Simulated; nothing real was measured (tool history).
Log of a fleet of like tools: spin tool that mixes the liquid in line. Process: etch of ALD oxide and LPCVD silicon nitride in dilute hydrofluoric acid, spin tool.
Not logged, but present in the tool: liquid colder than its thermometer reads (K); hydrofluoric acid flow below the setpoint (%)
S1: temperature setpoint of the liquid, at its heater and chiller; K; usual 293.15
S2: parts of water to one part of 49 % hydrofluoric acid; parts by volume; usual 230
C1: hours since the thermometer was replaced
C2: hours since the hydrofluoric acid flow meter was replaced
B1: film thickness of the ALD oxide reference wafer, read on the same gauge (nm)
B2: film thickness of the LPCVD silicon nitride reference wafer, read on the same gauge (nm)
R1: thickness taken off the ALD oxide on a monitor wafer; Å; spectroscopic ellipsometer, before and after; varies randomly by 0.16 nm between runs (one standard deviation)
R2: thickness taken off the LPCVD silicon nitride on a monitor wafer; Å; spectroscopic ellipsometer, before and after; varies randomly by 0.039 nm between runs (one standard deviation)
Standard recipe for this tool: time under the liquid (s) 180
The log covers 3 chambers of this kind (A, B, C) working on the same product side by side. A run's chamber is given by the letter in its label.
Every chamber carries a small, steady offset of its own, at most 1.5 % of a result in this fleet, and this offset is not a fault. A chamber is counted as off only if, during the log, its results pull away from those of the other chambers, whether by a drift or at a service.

{"run": "1A", "hour": 4.1, "S1": 293.15, "S2": 230, "time under the liquid (s)": 180, "C1": 1824.9, "C2": 61.4, "B1": 149.98, "B2": 130.01, "R1": 174.07, "R2": 2.4734}
{"run": "2C", "hour": 9.6, "S1": 293.15, "S2": 230, "time under the liquid (s)": 180, "C1": 1178.8, "C2": 1415.4, "B1": 150, "B2": 130.02, "R1": 175.27, "R2": 2.5252}
{"hour": 13.0, "done": "chamber C: hydrofluoric acid flow meter replaced"}
{"run": "3B", "hour": 15.2, "S1": 293.15, "S2": 230, "time under the liquid (s)": 180, "C1": 483.3, "C2": 594.5, "B1": 150, "B2": 129.99, "R1": 172.92, "R2": 2.8504}
{"run": "4C", "hour": 20.0, "S1": 293.15, "S2": 230, "time under the liquid (s)": 180, "C1": 1189.2, "C2": 7, "B1": 150.03, "B2": 130.03, "R1": 175.88, "R2": 2.985}
{"run": "5A", "hour": 22.6, "S1": 293.15, "S2": 230, "time under the liquid (s)": 180, "C1": 1843.4, "C2": 79.9, "B1": 150.02, "B2": 130, "R1": 170.21, "R2": 2.2153}
{"run": "6B", "hour": 28.3, "S1": 293.15, "S2": 230, "time under the liquid (s)": 180, "C1": 496.4, "C2": 607.6, "B1": 150, "B2": 129.99, "R1": 171.61, "R2": 2.5919}
{"hour": 29.3, "done": "chamber A: thermometer replaced"}
{"run": "7C", "hour": 32.4, "S1": 293.15, "S2": 230, "time under the liquid (s)": 180, "C1": 1201.6, "C2": 19.4, "B1": 149.98, "B2": 130, "R1": 176.82, "R2": 2.5981}
{"run": "8B", "hour": 37.2, "S1": 297.15, "S2": 230, "time under the liquid (s)": 260, "C1": 505.3, "C2": 616.5, "B1": 150.02, "B2": 130.01, "R1": 285.13, "R2": 5.2017}
{"run": "9A", "hour": 41.7, "S1": 297.15, "S2": 230, "time under the liquid (s)": 260, "C1": 12.5, "C2": 99, "B1": 150.02, "B2": 129.99, "R1": 296.77, "R2": 5.7257}
{"run": "10C", "hour": 46.3, "S1": 297.15, "S2": 230, "time under the liquid (s)": 260, "C1": 1215.5, "C2": 33.3, "B1": 149.98, "B2": 129.99, "R1": 298.45, "R2": 5.9938}
{"run": "11A", "hour": 49.7, "S1": 293.15, "S2": 230, "time under the liquid (s)": 180, "C1": 20.5, "C2": 107, "B1": 149.99, "B2": 130.02, "R1": 172.93, "R2": 2.5682}
{"run": "12B", "hour": 52.8, "S1": 293.15, "S2": 230, "time under the liquid (s)": 180, "C1": 520.9, "C2": 632.1, "B1": 150, "B2": 130.01, "R1": 166.63, "R2": 2.9651}
{"run": "13C", "hour": 58.1, "S1": 293.15, "S2": 230, "time under the liquid (s)": 180, "C1": 1227.3, "C2": 45.1, "B1": 150.01, "B2": 130.02, "R1": 178.07, "R2": 2.1753}
{"run": "14B", "hour": 63.8, "S1": 293.15, "S2": 230, "time under the liquid (s)": 180, "C1": 531.9, "C2": 643.1, "B1": 150.03, "B2": 130.03, "R1": 163.19, "R2": 2.0982}
{"run": "15A", "hour": 68.2, "S1": 293.15, "S2": 230, "time under the liquid (s)": 180, "C1": 39, "C2": 125.5, "B1": 150.02, "B2": 130.02, "R1": 173.54, "R2": 2.9047}
{"run": "16C", "hour": 72.4, "S1": 293.15, "S2": 230, "time under the liquid (s)": 265, "C1": 1241.6, "C2": 59.4, "B1": 150.01, "B2": 129.96, "R1": 261.52, "R2": 3.3493}
{"run": "17B", "hour": 76.3, "S1": 293.15, "S2": 230, "time under the liquid (s)": 265, "C1": 544.4, "C2": 655.6, "B1": 150, "B2": 129.94, "R1": 237.76, "R2": 3.8986}
{"run": "18A", "hour": 79.9, "S1": 293.15, "S2": 230, "time under the liquid (s)": 265, "C1": 50.7, "C2": 137.2, "B1": 150.03, "B2": 130.02, "R1": 259.76, "R2": 4.1617}
{"run": "19B", "hour": 85.8, "S1": 293.15, "S2": 230, "time under the liquid (s)": 180, "C1": 553.9, "C2": 665.1, "B1": 150.02, "B2": 129.95, "R1": 158.86, "R2": 1.9363}
{"run": "20C", "hour": 91.4, "S1": 293.15, "S2": 230, "time under the liquid (s)": 180, "C1": 1260.6, "C2": 78.4, "B1": 150, "B2": 130.06, "R1": 179.97, "R2": 2.9675}

Predict what each chamber gives when all 3 of them run the settings below next.
{"run": "21A", "hour": 95.6, "S1": 293.15, "S2": 230, "time under the liquid (s)": 180, "R1": "?", "R2": "?"}
{"run": "21B", "hour": 95.6, "S1": 293.15, "S2": 230, "time under the liquid (s)": 180, "R1": "?", "R2": "?"}
{"run": "21C", "hour": 95.6, "S1": 293.15, "S2": 230, "time under the liquid (s)": 180, "R1": "?", "R2": "?"}

run=21A R1=173.32 R2=3.3143
run=21B R1=158.55 R2=2.2033
run=21C R1=177.9 R2=2.7507

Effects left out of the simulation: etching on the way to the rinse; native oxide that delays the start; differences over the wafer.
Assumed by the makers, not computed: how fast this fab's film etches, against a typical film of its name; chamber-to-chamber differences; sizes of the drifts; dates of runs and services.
